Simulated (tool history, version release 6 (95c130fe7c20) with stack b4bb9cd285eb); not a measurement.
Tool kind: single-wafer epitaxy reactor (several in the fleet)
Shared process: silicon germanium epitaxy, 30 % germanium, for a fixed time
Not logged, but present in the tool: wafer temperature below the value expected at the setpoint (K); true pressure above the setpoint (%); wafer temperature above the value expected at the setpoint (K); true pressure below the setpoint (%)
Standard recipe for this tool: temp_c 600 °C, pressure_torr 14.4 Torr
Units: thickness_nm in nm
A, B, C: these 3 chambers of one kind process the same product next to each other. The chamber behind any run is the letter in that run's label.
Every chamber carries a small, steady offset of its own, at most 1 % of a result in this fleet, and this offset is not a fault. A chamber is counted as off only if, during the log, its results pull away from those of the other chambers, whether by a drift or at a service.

| run | day | temp_c | pressure_torr | hours since the last pyrometer calibration | hours since the last manometer calibration | read-back reference wafer on the same gauge, thickness_nm | thickness_nm |
|---|---|---|---|---|---|---|---|
| 1B | 0.233 | 600 | 14.4 | 1944.6 | 1183.4 | 53.611 | 51.694 |
| 2A | 0.521 | 600 | 14.4 | 859.8 | 279.0 | 53.580 | 52.032 |
| 3C | 0.871 | 600 | 14.4 | 1287.8 | 850.1 | 53.556 | 51.651 |
| 4C | 1.279 | 600 | 14.4 | 1297.6 | 859.9 | 53.617 | 51.739 |
| 5B | 1.675 | 600 | 14.4 | 1979.2 | 1218.0 | 53.611 | 52.051 |
| 6A | 1.979 | 600 | 14.4 | 894.8 | 314.0 | 53.586 | 52.294 |
| 7B | 2.204 | 600 | 14.4 | 1991.9 | 1230.7 | 53.613 | 52.355 |
| 8C | 2.658 | 600 | 14.4 | 1330.7 | 893.0 | 53.582 | 51.548 |
| 9A | 2.983 | 600 | 14.4 | 918.9 | 338.1 | 53.653 | 51.635 |
| 10C | 3.325 | 600 | 14.4 | 1346.7 | 909.0 | 53.595 | 51.221 |
|  | 3.400 | chamber B: pyrometer calibrated |
| 11A | 3.779 | 600 | 14.4 | 938.0 | 357.2 | 53.604 | 51.412 |
| 12B | 4.142 | 600 | 14.4 | 17.9 | 1277.2 | 53.632 | 52.307 |
| 13C | 4.354 | 600 | 14.4 | 1371.4 | 933.7 | 53.618 | 51.615 |
| 14A | 4.579 | 600 | 14.4 | 957.2 | 376.4 | 53.636 | 50.903 |
| 15B | 4.904 | 592 | 14.4 | 36.2 | 1295.5 | 53.610 | 45.161 |
|  | 5.012 | chamber C: capacitance manometer re-zeroed and calibrated |
| 16A | 5.379 | 592 | 14.4 | 976.4 | 395.6 | 53.612 | 43.852 |
| 17B | 5.742 | 592 | 14.4 | 56.3 | 1315.6 | 53.592 | 45.398 |
| 18C | 5.983 | 600 | 14.4 | 1410.5 | 23.3 | 53.582 | 51.730 |
| 19C | 6.358 | 600 | 14.4 | 1419.5 | 32.3 | 53.612 | 51.763 |
| 20A | 6.654 | 600 | 14.4 | 1007.0 | 426.2 | 53.628 | 50.239 |
|  | 6.821 | chamber C: pyrometer calibrated |
| 21B | 7.112 | 611 | 14.4 | 89.2 | 1348.5 | 53.592 | 63.412 |
| 22A | 7.317 | 611 | 14.4 | 1022.9 | 442.1 | 53.581 | 60.917 |
| 23B | 7.529 | 611 | 14.4 | 99.2 | 1358.5 | 53.625 | 63.858 |
| 24C | 7.979 | 600 | 14.4 | 27.9 | 71.2 | 53.600 | 51.644 |
| 25A | 8.362 | 600 | 14.4 | 1048.0 | 467.2 | 53.545 | 49.274 |
| 26C | 8.838 | 600 | 14.4 | 48.5 | 91.8 | 53.546 | 51.762 |
| 27B | 9.317 | 600 | 14.4 | 142.1 | 1401.4 | 53.612 | 52.403 |
| 28C | 9.600 | 600 | 14.4 | 66.8 | 110.1 | 53.600 | 52.034 |

All chambers now run identical settings, listed one chamber a line with results as question marks. What results will each chamber show?
| 29A | 9.942 | 600 | 14.4 |  |  |  | ? |
| 29B | 9.942 | 600 | 14.4 |  |  |  | ? |
| 29C | 9.942 | 600 | 14.4 |  |  |  | ? |

| run | thickness_nm |
|---|---|
| 29A | 48.849 |
| 29B | 52.346 |
| 29C | 51.611 |

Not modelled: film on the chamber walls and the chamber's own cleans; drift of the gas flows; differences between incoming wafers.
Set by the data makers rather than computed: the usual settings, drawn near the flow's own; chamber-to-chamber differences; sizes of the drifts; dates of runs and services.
